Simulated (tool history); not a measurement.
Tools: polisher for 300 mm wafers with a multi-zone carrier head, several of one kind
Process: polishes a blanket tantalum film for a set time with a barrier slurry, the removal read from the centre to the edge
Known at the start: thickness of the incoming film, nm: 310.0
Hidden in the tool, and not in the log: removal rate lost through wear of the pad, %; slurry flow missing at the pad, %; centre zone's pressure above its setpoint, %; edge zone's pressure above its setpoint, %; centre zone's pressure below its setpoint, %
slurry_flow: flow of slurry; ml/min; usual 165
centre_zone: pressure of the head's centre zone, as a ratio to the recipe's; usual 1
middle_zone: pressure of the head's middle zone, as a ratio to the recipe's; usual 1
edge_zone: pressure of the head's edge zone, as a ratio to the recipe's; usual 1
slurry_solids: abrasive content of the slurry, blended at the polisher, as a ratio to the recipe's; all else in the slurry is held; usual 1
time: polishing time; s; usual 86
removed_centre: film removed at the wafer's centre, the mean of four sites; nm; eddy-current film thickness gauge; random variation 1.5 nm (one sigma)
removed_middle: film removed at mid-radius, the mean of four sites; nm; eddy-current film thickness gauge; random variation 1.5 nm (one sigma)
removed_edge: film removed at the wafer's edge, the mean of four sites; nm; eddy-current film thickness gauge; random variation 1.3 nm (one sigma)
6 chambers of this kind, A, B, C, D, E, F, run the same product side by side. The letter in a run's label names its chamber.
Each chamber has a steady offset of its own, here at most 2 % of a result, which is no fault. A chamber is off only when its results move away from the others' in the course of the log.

| run | hour | slurry_flow | centre_zone | middle_zone | edge_zone | slurry_solids | time | wafers polished on this pad | hours since the slurry nozzle was cleaned | hours since the centre zone pressure was calibrated | hours since the edge zone pressure was calibrated | removed_centre | removed_middle | removed_edge |
|---|---|---|---|---|---|---|---|---|---|---|---|---|---|---|
|  | 5.3 | chamber A: worn pad replaced by a new one |
| 1D | 7.8 | 165 | 1 | 1 | 1 | 1 | 86 | 1276 | 15.5 | 573 | 383.4 | 104.51 | 101.64 | 106.76 |
|  | 10 | chamber C: worn pad replaced by a new one |
| 2B | 17.3 | 165 | 1 | 1 | 1 | 1 | 86 | 374 | 261.4 | 511.1 | 660.9 | 104.99 | 101.58 | 104.51 |
| 3C | 26.6 | 165 | 1 | 1 | 1 | 1 | 86 | 175 | 108.5 | 135 | 223.3 | 108.2 | 106.95 | 106.44 |
|  | 28.8 | chamber D: worn pad replaced by a new one |
| 4E | 35.9 | 165 | 1 | 1 | 1 | 1 | 86 | 1208 | 37.9 | 706.6 | 777.6 | 103.51 | 102.44 | 101.1 |
|  | 36.3 | chamber E: worn pad replaced by a new one |
|  | 38.4 | chamber F: slurry nozzle cleaned |
|  | 40.9 | chamber F: worn pad replaced by a new one |
| 5A | 48.6 | 165 | 1 | 1 | 1 | 1 | 86 | 455 | 446.2 | 381.1 | 1003.6 | 106.29 | 105.25 | 104.38 |
| 6F | 54.3 | 165 | 1 | 1 | 1 | 1 | 86 | 141 | 15.9 | 281.4 | 994.7 | 103.42 | 102.58 | 103.46 |
|  | 58.3 | chamber B: worn pad replaced by a new one |
| 7B | 59.9 | 165 | 1 | 1 | 1 | 1 | 86 | 17 | 304 | 553.7 | 703.5 | 105.38 | 101.87 | 106.04 |
| 8C | 69.7 | 165 | 1 | 1 | 1.05 | 1 | 86 | 627 | 151.6 | 178.1 | 266.4 | 102.56 | 103.05 | 108.53 |
| 9D | 79.2 | 165 | 1 | 1 | 1.05 | 1 | 86 | 530 | 86.9 | 644.4 | 454.8 | 104.29 | 104.15 | 105.25 |
|  | 84.9 | chamber A: centre zone pressure recalibrated |
|  | 85.7 | chamber C: worn pad replaced by a new one |
| 10F | 88.5 | 165 | 1 | 1 | 1.05 | 1 | 86 | 500 | 50.1 | 315.6 | 1028.9 | 103.73 | 104.26 | 106.37 |
| 11E | 98.2 | 165 | 1 | 1 | 1.05 | 1 | 86 | 650 | 100.2 | 768.9 | 839.9 | 103.5 | 104.26 | 106.72 |
|  | 104.2 | chamber B: edge zone pressure recalibrated |
| 12A | 104.8 | 165 | 1 | 1 | 1.05 | 1 | 86 | 1046 | 502.4 | 19.9 | 1059.8 | 106.59 | 107.36 | 106.14 |
| 13F | 116.2 | 165 | 1 | 1 | 1.05 | 1 | 86 | 791 | 77.8 | 343.3 | 1056.6 | 103.34 | 104.41 | 106.67 |
|  | 118.1 | chamber F: worn pad replaced by a new one |
|  | 118.2 | chamber D: centre zone pressure recalibrated |
| 14B | 122.9 | 165 | 1 | 1 | 1 | 1 | 86 | 679 | 367 | 616.7 | 18.7 | 103.15 | 103.91 | 104.13 |
|  | 123.3 | chamber B: worn pad replaced by a new one |
|  | 125.5 | chamber E: edge zone pressure recalibrated |
| 15E | 132.2 | 165 | 1.05 | 1 | 1 | 1 | 86 | 1008 | 134.2 | 802.9 | 6.7 | 108.31 | 103.25 | 100.29 |
|  | 133.1 | chamber A: worn pad replaced by a new one |
|  | 135.1 | chamber C: slurry nozzle cleaned |
| 16C | 138.9 | 165 | 1.05 | 1 | 1 | 1 | 86 | 559 | 3.9 | 247.3 | 335.6 | 111.76 | 105.58 | 104.17 |
|  | 146.7 | chamber D: worn pad replaced by a new one |
| 17D | 150.7 | 165 | 1.05 | 1 | 1 | 1 | 86 | 42 | 158.4 | 32.6 | 526.3 | 103.55 | 103.32 | 105.15 |
|  | 151.6 | chamber C: worn pad replaced by a new one |
|  | 153.3 | chamber E: worn pad replaced by a new one |
| 18A | 162.2 | 165 | 1.05 | 1 | 1 | 1 | 86 | 306 | 559.8 | 77.3 | 1117.2 | 113.86 | 104.61 | 101.8 |
| 19E | 169.1 | 165 | 1.05 | 1 | 1 | 1 | 86 | 166 | 171.1 | 839.8 | 43.6 | 109.65 | 103.84 | 104.06 |
| 20A | 177.4 | 165 | 1.05 | 1 | 1 | 1 | 86 | 466 | 575 | 92.5 | 1132.4 | 109.94 | 107.15 | 105.08 |
| 21C | 185.1 | 165 | 1 | 1 | 1 | 1 | 86 | 352 | 50.1 | 293.5 | 381.8 | 105.29 | 103.65 | 104.59 |
| 22D | 195.7 | 165 | 1 | 1 | 1 | 1 | 86 | 515 | 203.4 | 77.6 | 571.3 | 98.066 | 104.62 | 101.91 |
| 23F | 205.1 | 165 | 1 | 1 | 1 | 1 | 86 | 914 | 166.7 | 432.2 | 1145.5 | 102.67 | 101.29 | 103.79 |
|  | 206.3 | chamber B: worn pad replaced by a new one |
|  | 208.4 | chamber E: slurry nozzle cleaned |
| 24B | 211.4 | 165 | 1.1 | 1.04 | 1 | 1 | 86 | 53 | 455.5 | 705.2 | 107.2 | 116.69 | 108.95 | 104.2 |
|  | 215.4 | chamber F: worn pad replaced by a new one |
| 25B | 218.9 | 165 | 1.1 | 1.04 | 1 | 1 | 86 | 132 | 463 | 712.7 | 114.7 | 118.1 | 105.6 | 105.62 |
| 26D | 228.3 | 165 | 1.1 | 1.04 | 1 | 1 | 86 | 858 | 236 | 110.2 | 603.9 | 107.91 | 108.41 | 102.68 |
|  | 229.9 | chamber C: worn pad replaced by a new one |
| 27C | 234.2 | 165 | 1.1 | 1.04 | 1 | 1 | 86 | 46 | 99.2 | 342.6 | 430.9 | 116.06 | 111.48 | 105.42 |
| 28E | 241 | 165 | 1.1 | 1.04 | 1 | 1 | 86 | 922 | 32.7 | 911.7 | 115.5 | 114.31 | 107.25 | 100.83 |
|  | 243.7 | chamber A: worn pad replaced by a new one |
| 29A | 251.9 | 165 | 1.1 | 1.04 | 1 | 1 | 86 | 86 | 649.5 | 167 | 1206.9 | 118 | 108.22 | 101.75 |
| 30F | 259.4 | 210 | 1 | 1 | 1 | 1 | 86 | 463 | 221 | 486.5 | 1199.8 | 105.63 | 110.64 | 106.7 |
|  | 266 | chamber E: worn pad replaced by a new one |
| 31F | 272.1 | 210 | 1 | 1 | 1 | 1 | 86 | 596 | 233.7 | 499.2 | 1212.5 | 107.37 | 111.44 | 107.13 |
| 32D | 280.5 | 210 | 1 | 1 | 1 | 1 | 86 | 1406 | 288.2 | 162.4 | 656.1 | 101.07 | 107.8 | 108.28 |
|  | 284.7 | chamber C: edge zone pressure recalibrated |
|  | 287.2 | chamber B: worn pad replaced by a new one |
| 33C | 290.1 | 210 | 1 | 1 | 1 | 1 | 86 | 633 | 155.1 | 398.5 | 5.4 | 107.97 | 108.32 | 110.78 |
| 34E | 296.3 | 210 | 1 | 1 | 1 | 1 | 86 | 318 | 88 | 967 | 170.8 | 108.32 | 105.96 | 107.22 |
| 35A | 305.5 | 210 | 1 | 1 | 1 | 1 | 86 | 649 | 703.1 | 220.6 | 1260.5 | 108.58 | 110.41 | 106.87 |
| 36B | 317.2 | 165 | 1 | 1 | 1 | 1 | 86 | 315 | 561.3 | 811 | 213 | 102.81 | 102.63 | 102.95 |

Is one chamber off against the others, does the gauge drift, or is nothing wrong? If a chamber is off, say which, and what the likeliest cause is.

A service left chamber D off against the others.
Cause: centre zone's pressure below its setpoint, % = 6.47.

Here are 4 candidates for chamber D's next run, each the usual settings with a change, their results left as question marks. Which one brings its results back in line with what the others give on the usual settings?
In line means no further than this from the other chambers' mean on the usual settings: removed_centre 5.1 nm; removed_middle 5.4 nm; removed_edge 4.6 nm
| 37D-1 | 326.4 | 170 | 1.06 | 0.99 | 0.98 | 1 | 87 |  |  |  |  | ? | ? | ? |
| 37D-2 | 326.4 | 175 | 1.12 | 0.97 | 0.96 | 1 | 87 |  |  |  |  | ? | ? | ? |
| 37D-3 | 326.4 | 160 | 0.94 | 1.01 | 1.02 | 1 | 85 |  |  |  |  | ? | ? | ? |
| 37D-4 | 326.4 | 155 | 0.88 | 1.03 | 1.04 | 1 | 85 |  |  |  |  | ? | ? | ? |

The other chambers' mean on the usual settings: removed_centre 104.18 nm; removed_middle 104.2 nm; removed_edge 103.97 nm
| run | removed_centre | removed_middle | removed_edge |
|---|---|---|---|
| 37D-1 | 104.83 | 104.89 | 104.56 |
| 37D-2 | 112 | 103.43 | 103.83 |
| 37D-3 | 88.527 | 103.33 | 103.53 |
| 37D-4 | 81.657 | 104.62 | 104.15 |
37D-1 brings the chamber back in line.
